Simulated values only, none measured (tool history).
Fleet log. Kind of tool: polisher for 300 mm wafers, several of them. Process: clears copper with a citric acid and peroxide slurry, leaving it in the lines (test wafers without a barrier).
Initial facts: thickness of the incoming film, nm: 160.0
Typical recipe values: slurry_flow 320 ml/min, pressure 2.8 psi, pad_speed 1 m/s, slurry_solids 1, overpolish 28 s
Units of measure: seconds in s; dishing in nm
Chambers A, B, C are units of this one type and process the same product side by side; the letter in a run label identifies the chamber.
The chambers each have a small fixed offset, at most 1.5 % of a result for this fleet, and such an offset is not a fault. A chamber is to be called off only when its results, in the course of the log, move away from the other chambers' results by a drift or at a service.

run	hour	slurry_flow	pressure	pad_speed	slurry_solids	overpolish	wafers polished on this pad	hours since the slurry nozzle was cleaned	hours since the head pressure was calibrated	hours since the slurry blender was calibrated	seconds	dishing
1B	4.8	320	2.8	1	1	28	550	639.1	932.2	330.2	75.477	39.139
2A	9.7	320	2.8	1	1	28	778	473.7	619.2	96.1	74.879	40.257
# hour 11.3: chamber C: slurry nozzle cleaned
3C	13.8	320	2.8	1	1	28	172	2.6	77	186.3	75.676	39.335
4C	17.1	320	2.8	1	1	28	202	5.9	80.3	189.6	75.843	37.54
5A	20.6	320	2.8	1	1	28	878	484.6	630.1	107	74.834	38.781
6B	25.9	320	2.3	1	1	28	744	660.2	953.3	351.3	89.935	33.347
7C	31.2	320	2.3	1	1	28	332	20	94.4	203.7	90.961	33.385
8B	37.3	320	2.3	1	1	28	849	671.6	964.7	362.7	90.434	32.485
# hour 38.1: chamber C: slurry blender recalibrated
# hour 42.3: chamber B: worn pad replaced by a new one
9A	42.7	320	2.8	1	1	28	1081	506.7	652.2	129.1	73.943	38.744
10C	46.4	320	2.8	1	1	28	471	35.2	109.6	8.3	75.619	37.919
11A	51.1	320	2.8	1	1	28	1159	515.1	660.6	137.5	74.217	39.536
12B	56.4	245	2.8	1	1	28	129	690.7	983.8	381.8	77.972	39.761
13C	61	245	2.8	1	1	28	606	49.8	124.2	22.9	78.509	36.884
14A	63.7	245	2.8	1	1	28	1274	527.7	673.2	150.1	77.162	37.027
15B	68.7	320	2.8	1	1	28	242	703	996.1	394.1	75.031	39.436
# hour 70.9: chamber A: worn pad replaced by a new one
16A	74.5	320	2.8	1	1	28	33	538.5	684	160.9	74.922	40.387
# hour 77.5: chamber C: worn pad replaced by a new one
17B	80.4	320	2.8	1	1	28	350	714.7	1007.8	405.8	75.028	39.245
18C	84.2	320	2.8	1	1	28	62	73	147.4	46.1	76.669	38.423
19C	86.9	270	3.2	1	1	28	87	75.7	150.1	48.8	67.564	40.78
20A	90.7	270	3.2	1	1	28	182	554.7	700.2	177.1	66.434	42.43
21B	94	270	3.2	1	1	28	475	728.3	1021.4	419.4	67.905	42.173
22B	99.2	320	2.8	1	1	28	522	733.5	1026.6	424.6	75.19	38.449
23C	103.3	320	2.8	1	1	28	237	92.1	166.5	65.2	76.177	38.533
# hour 105.4: chamber B: slurry nozzle cleaned
24A	106.5	320	2.8	1	1	28	327	570.5	716	192.9	74.908	37.818
# hour 109.7: chamber B: slurry blender recalibrated
25B	109.7	320	2.8	1	1	28	619	4.3	1037.1	0.1	74.719	38.955
26A	113.9	320	2.8	1	1	28	395	577.9	723.4	200.3	74.519	38.267
27C	117.2	320	2.8	1	1	28	365	106	180.4	79.1	75.438	37.432
28B	121.5	320	2.8	1	1	28	727	16.1	1048.9	11.9	75.405	39.698
29C	125.5	320	2.8	1	1	28	441	114.3	188.7	87.4	76.55	38.754
30A	128.2	320	2.8	1	1	28	526	592.2	737.7	214.6	75.436	38.524
# hour 129.3: chamber B: head pressure recalibrated
31C	132	320	2.8	1	1	28	501	120.8	195.2	93.9	76.578	38.933
32B	137	320	2.8	1	1	28	870	31.6	7.8	27.4	74.997	38.251
33A	143	230	2.8	1	0.7	28	662	607	752.5	229.4	84.911	34.619

One chamber off, gauge drift, or nothing amiss beyond the chambers' own small offsets? If it is a chamber, which one, and what is the likeliest cause?

All chambers stay in line apart from their small fixed offsets, and the gauge does not drift.
